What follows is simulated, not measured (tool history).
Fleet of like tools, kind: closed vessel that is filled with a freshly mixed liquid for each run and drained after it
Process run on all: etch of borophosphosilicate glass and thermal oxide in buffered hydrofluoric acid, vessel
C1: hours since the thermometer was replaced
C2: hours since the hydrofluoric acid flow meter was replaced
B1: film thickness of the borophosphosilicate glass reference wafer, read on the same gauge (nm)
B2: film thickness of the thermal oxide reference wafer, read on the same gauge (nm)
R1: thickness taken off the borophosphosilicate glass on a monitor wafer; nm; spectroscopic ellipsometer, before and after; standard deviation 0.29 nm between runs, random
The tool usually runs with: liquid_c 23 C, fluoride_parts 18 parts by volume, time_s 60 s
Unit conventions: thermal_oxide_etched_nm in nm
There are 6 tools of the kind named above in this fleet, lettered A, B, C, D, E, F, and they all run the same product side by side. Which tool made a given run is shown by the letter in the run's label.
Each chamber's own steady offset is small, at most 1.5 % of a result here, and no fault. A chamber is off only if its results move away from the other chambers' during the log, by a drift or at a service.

run 1D hour=6.2 | liquid_c=23 fluoride_parts=18 time_s=60 | C1=712 C2=471.2 | B1=90.029 B2=140 | R1=40.177 thermal_oxide_etched_nm=35.697
run 2F hour=14.1 | liquid_c=23 fluoride_parts=18 time_s=60 | C1=326.1 C2=38 | B1=90.005 B2=140.01 | R1=39.703 thermal_oxide_etched_nm=35.917
run 3A hour=23.3 | liquid_c=23 fluoride_parts=18 time_s=60 | C1=2208.9 C2=388.3 | B1=90.006 B2=140 | R1=39.315 thermal_oxide_etched_nm=36.753
run 4E hour=30.7 | liquid_c=23 fluoride_parts=18 time_s=60 | C1=994.3 C2=230.5 | B1=89.995 B2=139.96 | R1=40.396 thermal_oxide_etched_nm=35.773
run 5C hour=37.8 | liquid_c=23 fluoride_parts=18 time_s=60 | C1=443.8 C2=796.7 | B1=90.015 B2=140 | R1=40.352 thermal_oxide_etched_nm=36.254
run 6B hour=44.3 | liquid_c=23 fluoride_parts=18 time_s=60 | C1=2046.3 C2=989.3 | B1=89.994 B2=140.01 | R1=40.866 thermal_oxide_etched_nm=36.586
run 7C hour=50.7 | liquid_c=23 fluoride_parts=18 time_s=60 | C1=456.7 C2=809.6 | B1=90.009 B2=139.96 | R1=40.385 thermal_oxide_etched_nm=36.022
run 8A hour=56.9 | liquid_c=23 fluoride_parts=18 time_s=60 | C1=2242.5 C2=421.9 | B1=89.985 B2=139.99 | R1=39.564 thermal_oxide_etched_nm=36.315
run 9D hour=68.3 | liquid_c=23 fluoride_parts=18 time_s=60 | C1=774.1 C2=533.3 | B1=90.025 B2=139.99 | R1=40.125 thermal_oxide_etched_nm=36.621
run 10E hour=76.7 | liquid_c=23 fluoride_parts=18 time_s=60 | C1=1040.3 C2=276.5 | B1=90.023 B2=140.02 | R1=40.817 thermal_oxide_etched_nm=36.021
-- hour=79.9 chamber B: hydrofluoric acid flow meter replaced
run 11F hour=84.9 | liquid_c=23 fluoride_parts=18 time_s=60 | C1=396.9 C2=108.8 | B1=90.001 B2=139.98 | R1=39.942 thermal_oxide_etched_nm=36.057
run 12B hour=95.7 | liquid_c=23 fluoride_parts=18 time_s=60 | C1=2097.7 C2=15.8 | B1=90.002 B2=140.03 | R1=40.567 thermal_oxide_etched_nm=36.399
run 13D hour=102.3 | liquid_c=23 fluoride_parts=21 time_s=70 | C1=808.1 C2=567.3 | B1=89.992 B2=140.02 | R1=41.215 thermal_oxide_etched_nm=36.684
run 14E hour=111.3 | liquid_c=23 fluoride_parts=21 time_s=70 | C1=1074.9 C2=311.1 | B1=90.016 B2=139.98 | R1=41.107 thermal_oxide_etched_nm=36.283
run 15C hour=123 | liquid_c=23 fluoride_parts=21 time_s=70 | C1=529 C2=881.9 | B1=89.995 B2=139.98 | R1=41.027 thermal_oxide_etched_nm=36.826
run 16A hour=136 | liquid_c=23 fluoride_parts=21 time_s=70 | C1=2321.6 C2=501 | B1=89.993 B2=140.02 | R1=40.653 thermal_oxide_etched_nm=37.034
run 17B hour=142.5 | liquid_c=23 fluoride_parts=21 time_s=70 | C1=2144.5 C2=62.6 | B1=90.01 B2=140.03 | R1=40.886 thermal_oxide_etched_nm=37.597
run 18F hour=151 | liquid_c=23 fluoride_parts=21 time_s=70 | C1=463 C2=174.9 | B1=89.987 B2=139.99 | R1=40.609 thermal_oxide_etched_nm=36.985
-- hour=151.4 chamber B: thermometer replaced
-- hour=154.1 chamber A: thermometer replaced
run 19C hour=163.1 | liquid_c=23 fluoride_parts=18 time_s=60 | C1=569.1 C2=922 | B1=89.962 B2=140.01 | R1=40.015 thermal_oxide_etched_nm=36.312
run 20A hour=170 | liquid_c=23 fluoride_parts=18 time_s=60 | C1=16 C2=535 | B1=90.039 B2=140.02 | R1=39.097 thermal_oxide_etched_nm=36.091
run 21F hour=182.2 | liquid_c=23 fluoride_parts=18 time_s=60 | C1=494.2 C2=206.1 | B1=90.014 B2=139.99 | R1=39.461 thermal_oxide_etched_nm=36.455
run 22B hour=193.2 | liquid_c=23 fluoride_parts=18 time_s=60 | C1=41.8 C2=113.3 | B1=90.03 B2=139.98 | R1=40.286 thermal_oxide_etched_nm=36.246
run 23D hour=203.7 | liquid_c=23 fluoride_parts=18 time_s=60 | C1=909.5 C2=668.7 | B1=90.026 B2=140.02 | R1=39.971 thermal_oxide_etched_nm=35.67
run 24E hour=211.3 | liquid_c=28 fluoride_parts=18 time_s=85 | C1=1174.9 C2=411.1 | B1=90.017 B2=140.01 | R1=74.684 thermal_oxide_etched_nm=66.816
run 25F hour=221.6 | liquid_c=28 fluoride_parts=18 time_s=85 | C1=533.6 C2=245.5 | B1=90.018 B2=139.99 | R1=74.59 thermal_oxide_etched_nm=66.747
run 26C hour=234.8 | liquid_c=28 fluoride_parts=18 time_s=85 | C1=640.8 C2=993.7 | B1=90.035 B2=140.02 | R1=74.1 thermal_oxide_etched_nm=67.952
run 27B hour=247.3 | liquid_c=28 fluoride_parts=18 time_s=85 | C1=95.9 C2=167.4 | B1=90.008 B2=140.01 | R1=74.79 thermal_oxide_etched_nm=67.794
run 28D hour=256.1 | liquid_c=28 fluoride_parts=18 time_s=85 | C1=961.9 C2=721.1 | B1=90.019 B2=139.98 | R1=75.233 thermal_oxide_etched_nm=67.867
-- hour=260.3 chamber A: hydrofluoric acid flow meter replaced
run 29A hour=268.8 | liquid_c=28 fluoride_parts=18 time_s=85 | C1=114.8 C2=8.5 | B1=89.973 B2=139.94 | R1=74.411 thermal_oxide_etched_nm=68.111
run 30E hour=277 | liquid_c=23 fluoride_parts=18 time_s=60 | C1=1240.6 C2=476.8 | B1=89.97 B2=139.98 | R1=40.579 thermal_oxide_etched_nm=35.747
run 31E hour=285.1 | liquid_c=23 fluoride_parts=18 time_s=60 | C1=1248.7 C2=484.9 | B1=90.009 B2=139.96 | R1=40.335 thermal_oxide_etched_nm=35.982
run 32D hour=296.8 | liquid_c=25.5 fluoride_parts=18 time_s=60 | C1=1002.6 C2=761.8 | B1=90.022 B2=140.03 | R1=45.905 thermal_oxide_etched_nm=41.323
run 33A hour=303.9 | liquid_c=25.5 fluoride_parts=18 time_s=60 | C1=149.9 C2=43.6 | B1=90.018 B2=140 | R1=45.429 thermal_oxide_etched_nm=41.81
run 34F hour=313 | liquid_c=25.5 fluoride_parts=18 time_s=60 | C1=625 C2=336.9 | B1=89.992 B2=140 | R1=45.956 thermal_oxide_etched_nm=41.628
-- hour=321.2 chamber E: thermometer replaced
run 35B hour=326.2 | liquid_c=25.5 fluoride_parts=18 time_s=60 | C1=174.8 C2=246.3 | B1=89.969 B2=140 | R1=46.393 thermal_oxide_etched_nm=41.589
run 36C hour=337 | liquid_c=25.5 fluoride_parts=18 time_s=60 | C1=743 C2=1095.9 | B1=89.993 B2=139.97 | R1=45.717 thermal_oxide_etched_nm=41.435
run 37E hour=347 | liquid_c=25.5 fluoride_parts=18 time_s=60 | C1=25.9 C2=546.8 | B1=89.979 B2=139.97 | R1=46.256 thermal_oxide_etched_nm=41.456
run 38A hour=355.6 | liquid_c=23 fluoride_parts=13 time_s=60 | C1=201.6 C2=95.3 | B1=89.996 B2=139.97 | R1=53.921 thermal_oxide_etched_nm=50.581
run 39F hour=369 | liquid_c=23 fluoride_parts=13 time_s=60 | C1=681 C2=392.9 | B1=90.014 B2=139.96 | R1=54.619 thermal_oxide_etched_nm=49.355
run 40D hour=379 | liquid_c=23 fluoride_parts=13 time_s=60 | C1=1084.8 C2=844 | B1=90.01 B2=140.04 | R1=54.717 thermal_oxide_etched_nm=50.295

All 6 chambers run these settings next. Forecast each chamber's results:
run 41A hour=388.7 | liquid_c=27 fluoride_parts=18 time_s=60 | R1=? thermal_oxide_etched_nm=?
run 41B hour=388.7 | liquid_c=27 fluoride_parts=18 time_s=60 | R1=? thermal_oxide_etched_nm=?
run 41C hour=388.7 | liquid_c=27 fluoride_parts=18 time_s=60 | R1=? thermal_oxide_etched_nm=?
run 41D hour=388.7 | liquid_c=27 fluoride_parts=18 time_s=60 | R1=? thermal_oxide_etched_nm=?
run 41E hour=388.7 | liquid_c=27 fluoride_parts=18 time_s=60 | R1=? thermal_oxide_etched_nm=?
run 41F hour=388.7 | liquid_c=27 fluoride_parts=18 time_s=60 | R1=? thermal_oxide_etched_nm=?

run=41A R1=49.622 thermal_oxide_etched_nm=45.558
run=41B R1=50.364 thermal_oxide_etched_nm=45.198
run=41C R1=49.937 thermal_oxide_etched_nm=44.577
run=41D R1=50.079 thermal_oxide_etched_nm=45.461
run=41E R1=49.701 thermal_oxide_etched_nm=44.731
run=41F R1=49.588 thermal_oxide_etched_nm=44.603
